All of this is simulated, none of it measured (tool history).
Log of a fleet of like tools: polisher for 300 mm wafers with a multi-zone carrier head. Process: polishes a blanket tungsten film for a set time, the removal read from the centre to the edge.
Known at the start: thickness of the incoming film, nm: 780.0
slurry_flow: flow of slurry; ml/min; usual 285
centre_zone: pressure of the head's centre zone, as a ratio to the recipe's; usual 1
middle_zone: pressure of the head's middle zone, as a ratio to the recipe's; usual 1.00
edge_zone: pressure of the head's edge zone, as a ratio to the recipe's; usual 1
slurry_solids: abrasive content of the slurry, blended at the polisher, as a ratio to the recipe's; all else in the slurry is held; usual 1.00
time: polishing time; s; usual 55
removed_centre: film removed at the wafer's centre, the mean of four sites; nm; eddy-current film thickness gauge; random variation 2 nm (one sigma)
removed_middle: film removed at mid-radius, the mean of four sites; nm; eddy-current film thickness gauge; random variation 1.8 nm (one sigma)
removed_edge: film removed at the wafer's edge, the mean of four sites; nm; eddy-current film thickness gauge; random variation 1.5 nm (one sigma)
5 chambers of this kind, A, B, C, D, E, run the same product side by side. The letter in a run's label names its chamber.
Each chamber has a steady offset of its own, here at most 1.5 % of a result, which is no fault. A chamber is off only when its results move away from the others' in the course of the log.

run	hour	slurry_flow	centre_zone	middle_zone	edge_zone	slurry_solids	time	removed_centre	removed_middle	removed_edge
# hour 1.6: chamber B: slurry nozzle cleaned
1B	6.7	285	1	1.00	1	1.00	55	236.99	234.26	236.86
2D	10.9	285	1	1.00	1	1.00	55	235.40	229.54	235.69
3E	18.3	285	1	1.00	1	1.00	55	233.52	230.97	236.19
# hour 18.6: chamber A: worn pad replaced by a new one
# hour 21.9: chamber B: worn pad replaced by a new one
4A	26.3	285	1	1.00	1	1.00	55	234.96	232.27	231.26
# hour 32.3: chamber E: worn pad replaced by a new one
5C	32.4	285	1	1.00	1	1.00	55	233.04	233.94	233.22
6B	36.2	285	1	1.00	1	1.00	55	232.57	235.17	236.98
7A	43.0	285	1	1.00	1	1.00	55	231.98	235.34	233.77
8D	50.4	285	1	1.00	1	1.00	55	236.34	233.06	236.79
9C	57.1	285	1	1.00	1	1.00	55	237.22	231.27	233.84
# hour 61.1: chamber D: centre zone pressure recalibrated
# hour 63.1: chamber E: centre zone pressure recalibrated
# hour 64.2: chamber A: worn pad replaced by a new one
10E	64.5	285	1	1.00	1	1.00	55	234.25	230.28	235.26
# hour 65.0: chamber E: worn pad replaced by a new one
# hour 69.9: chamber C: worn pad replaced by a new one
11D	70.5	285	1	1.00	1	1.00	55	238.60	233.36	230.89
12A	74.5	285	1	1.00	1	1.00	55	230.66	234.70	233.83
13B	79.6	285	1	1.08	1	1.25	55	248.21	262.16	250.37
# hour 82.4: chamber D: slurry nozzle cleaned
14E	84.2	285	1	1.08	1	1.25	55	250.25	266.07	247.51
# hour 87.5: chamber E: slurry nozzle cleaned
15C	89.3	285	1	1.08	1	1.25	55	246.87	262.93	248.35
16D	94.8	285	1	1.08	1	1.25	55	250.71	263.32	243.69
17A	102.8	285	1	1.08	1	1.25	55	244.96	264.54	245.98
# hour 106.3: chamber E: worn pad replaced by a new one
# hour 107.2: chamber B: worn pad replaced by a new one
18C	110.0	285	1	1.00	1	1.00	70	295.29	295.20	302.09
# hour 111.3: chamber A: worn pad replaced by a new one
19B	114.3	285	1	1.00	1	1.00	70	298.22	298.26	298.02
20E	121.0	285	1	1.00	1	1.00	70	301.44	297.94	303.18
21C	128.0	285	1	1.00	1	1.00	70	300.73	296.36	299.24
# hour 131.5: chamber C: worn pad replaced by a new one
22A	135.6	285	1	1.00	1	1.00	70	293.56	301.07	296.11
23D	142.4	285	1	1.00	1	1.00	55	231.81	227.41	223.50
# hour 145.2: chamber E: worn pad replaced by a new one
# hour 146.6: chamber C: edge zone pressure recalibrated
# hour 149.4: chamber C: slurry nozzle cleaned
24E	150.4	285	1	1.00	1	1.00	55	236.14	234.50	235.42
# hour 156.0: chamber A: worn pad replaced by a new one
25B	156.3	285	1	1.00	1	1.00	55	231.13	235.82	237.46
26A	161.8	285	1	1.00	1	1.00	55	235.49	234.40	230.93
27B	168.6	285	1	1.00	1	1.00	55	230.40	234.50	236.43
28C	172.5	285	1	1.00	1	1.00	55	237.25	232.86	233.44
29D	179.4	285	1	1.00	1	1.00	55	223.28	221.70	221.73
30E	184.1	285	1	1.00	1	1.00	55	232.75	231.94	234.83

All 5 chambers run these settings next. Forecast each chamber's results:
31A	190.0	285	1	1.00	1	1.00	40	?	?	?
31B	190.0	285	1	1.00	1	1.00	40	?	?	?
31C	190.0	285	1	1.00	1	1.00	40	?	?	?
31D	190.0	285	1	1.00	1	1.00	40	?	?	?
31E	190.0	285	1	1.00	1	1.00	40	?	?	?

run	removed_centre	removed_middle	removed_edge
31A	167.27	171.62	171.14
31B	170.54	169.71	170.76
31C	171.68	170.91	173.92
31D	162.23	161.19	159.71
31E	170.62	166.03	169.01
